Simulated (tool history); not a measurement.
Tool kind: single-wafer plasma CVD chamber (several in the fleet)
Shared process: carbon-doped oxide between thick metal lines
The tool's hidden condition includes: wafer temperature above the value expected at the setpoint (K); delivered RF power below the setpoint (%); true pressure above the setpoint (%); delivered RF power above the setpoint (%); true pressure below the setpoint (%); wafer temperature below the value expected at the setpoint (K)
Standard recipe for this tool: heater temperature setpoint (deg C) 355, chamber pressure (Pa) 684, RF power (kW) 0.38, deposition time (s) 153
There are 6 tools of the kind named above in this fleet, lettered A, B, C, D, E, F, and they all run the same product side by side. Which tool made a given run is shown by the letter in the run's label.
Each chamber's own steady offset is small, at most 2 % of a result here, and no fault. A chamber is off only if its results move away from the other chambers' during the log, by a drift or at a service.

run    day  heater temperature setpoint (deg C)  chamber pressure (Pa)  RF power (kW)  deposition time (s)  hours since the last thermocouple change  hours since the last RF generator calibration  hours since the last manometer calibration  read-back reference wafer on the same gauge, thickness_nm  mean film thickness on the monitor wafer (nm)
 1A  0.162                                  355                    684           0.38                  153                                     525.9                                          487.8                                       200.6                                                     751.95                                         620.54
 2E  0.375                                  355                    684           0.38                  153                                    2899.6                                          761.7                                      1044.4                                                     752.39                                          633.4
 3B  0.617                                  355                    684           0.38                  153                                    1732.3                                         1103.8                                       736.5                                                     752.54                                         625.76
 4D  0.908                                  355                    684           0.38                  153                                     329.1                                           67.2                                       394.9                                                     752.38                                         633.67
 5F  1.058                                  355                    684           0.38                  153                                      1033                                          929.7                                       960.1                                                     752.39                                         636.07
 6C  1.192                                  349                    684           0.38                  153                                     476.4                                          313.9                                      2363.3                                                     752.45                                         636.01
 7A  1.454                                  349                    684           0.38                  153                                     556.9                                          518.8                                       231.6                                                     752.61                                          631.6
 8E  1.638                                  349                    684           0.38                  153                                    2929.9                                            792                                      1074.7                                                      752.8                                         640.81
 9D  1.812                                  349                    684           0.38                  153                                     350.8                                           88.9                                       416.6                                                      752.7                                         644.17
10B      2                                  349                    684           0.38                  153                                    1765.5                                           1137                                       769.7                                                     752.74                                          635.2
11F  2.167                                  349                    684           0.38                  153                                    1059.6                                          956.3                                       986.7                                                     753.14                                         644.14
12C  2.404                                  355                    684           0.38                  153                                     505.5                                            343                                      2392.4                                                     753.13                                         627.72
13F  2.588                                  355                    684           0.38                  153                                    1069.7                                          966.4                                       996.8                                                     753.08                                         636.99
14B  2.862                                  355                    684           0.38                  153                                    1786.2                                         1157.7                                       790.4                                                     753.19                                         626.33
15D  3.138                                  355                    684           0.38                  153                                     382.6                                          120.7                                       448.4                                                     753.49                                          635.5
16E  3.279                                  355                    684           0.38                  153                                    2969.3                                          831.4                                      1114.1                                                     753.23                                         632.13
17C  3.567                                  355                    684           0.38                  153                                     533.4                                          370.9                                      2420.3                                                     753.69                                         628.51
18A  3.808                                  355                    684           0.38                  153                                     613.4                                          575.3                                       288.1                                                     754.03                                          622.5
19F  4.071                                  355                    684           0.38                  153                                    1105.3                                           1002                                      1032.4                                                     753.47                                         637.83
20C  4.208                                  355                    684           0.38                  153                                     548.8                                          386.3                                      2435.7                                                      754.3                                         628.33
21D    4.5                                  355                    684           0.38                  153                                     415.3                                          153.4                                       481.1                                                     754.25                                         636.72
22A  4.688                                  355                    684          0.435                  166                                     634.5                                          596.4                                       309.2                                                     754.12                                         746.36
23E  4.888                                  355                    684          0.435                  166                                    3007.9                                            870                                      1152.7                                                     754.37                                         760.17
24B  5.138                                  355                    684          0.435                  166                                    1840.8                                         1212.3                                         845                                                     754.44                                         753.03
25C  5.408                                  355                    684          0.435                  166                                     577.6                                          415.1                                      2464.5                                                     754.66                                         754.97
26F    5.7                                  355                    684          0.435                  166                                    1144.4                                         1041.1                                      1071.5                                                     754.55                                         762.22
27B  5.925                                  355                    684          0.435                  166                                    1859.7                                         1231.2                                       863.9                                                     755.05                                         753.34
28A  6.225                                  355                    684          0.325                  167                                     671.4                                          633.3                                       346.1                                                        755                                            603
29E  6.362                                  355                    684          0.325                  167                                    3043.3                                          905.4                                      1188.1                                                     755.21                                         611.73
30D  6.567                                  355                    684          0.325                  167                                     464.9                                            203                                       530.7                                                     755.01                                         616.83
31A  6.875                                  355                    684          0.325                  167                                       687                                          648.9                                       361.7                                                     755.26                                         602.12
32D  7.108                                  355                    684          0.325                  167                                     477.9                                            216                                       543.7                                                     755.31                                         617.21
33F  7.371                                  355                    684          0.325                  167                                    1184.5                                         1081.2                                      1111.6                                                     755.44                                         619.56
34E  7.579                                  355                    684           0.38                  153                                    3072.5                                          934.6                                      1217.3                                                     755.73                                         635.29
35C  7.867                                  355                    684           0.38                  153                                     636.6                                          474.1                                      2523.5                                                     755.54                                          630.1
36B  8.038                                  355                    684           0.38                  153                                    1910.4                                         1281.9                                       914.6                                                     755.97                                         628.62
37B  8.225                                  355                    684           0.38                  153                                    1914.9                                         1286.4                                       919.1                                                     756.02                                         627.13
38A  8.504                                  355                    684           0.38                  153                                     726.1                                            688                                       400.8                                                     756.15                                         625.02
39D  8.738                                  355                    684           0.38                  153                                       517                                          255.1                                       582.8                                                     756.24                                         638.36
40F  8.996                                  355                    684           0.38                  153                                    1223.5                                         1120.2                                      1150.6                                                     756.18                                         638.67

Predict what each chamber gives when all 6 of them run the settings below next.
41A  9.212                                  355                    684          0.425                  153                                                                                                                                                                                                                                              ?
41B  9.212                                  355                    684          0.425                  153                                                                                                                                                                                                                                              ?
41C  9.212                                  355                    684          0.425                  153                                                                                                                                                                                                                                              ?
41D  9.212                                  355                    684          0.425                  153                                                                                                                                                                                                                                              ?
41E  9.212                                  355                    684          0.425                  153                                                                                                                                                                                                                                              ?
41F  9.212                                  355                    684          0.425                  153                                                                                                                                                                                                                                              ?

run  mean film thickness on the monitor wafer (nm)
41A                                         679.25
41B                                         682.75
41C                                          685.3
41D                                          692.3
41E                                         689.75
41F                                         694.37
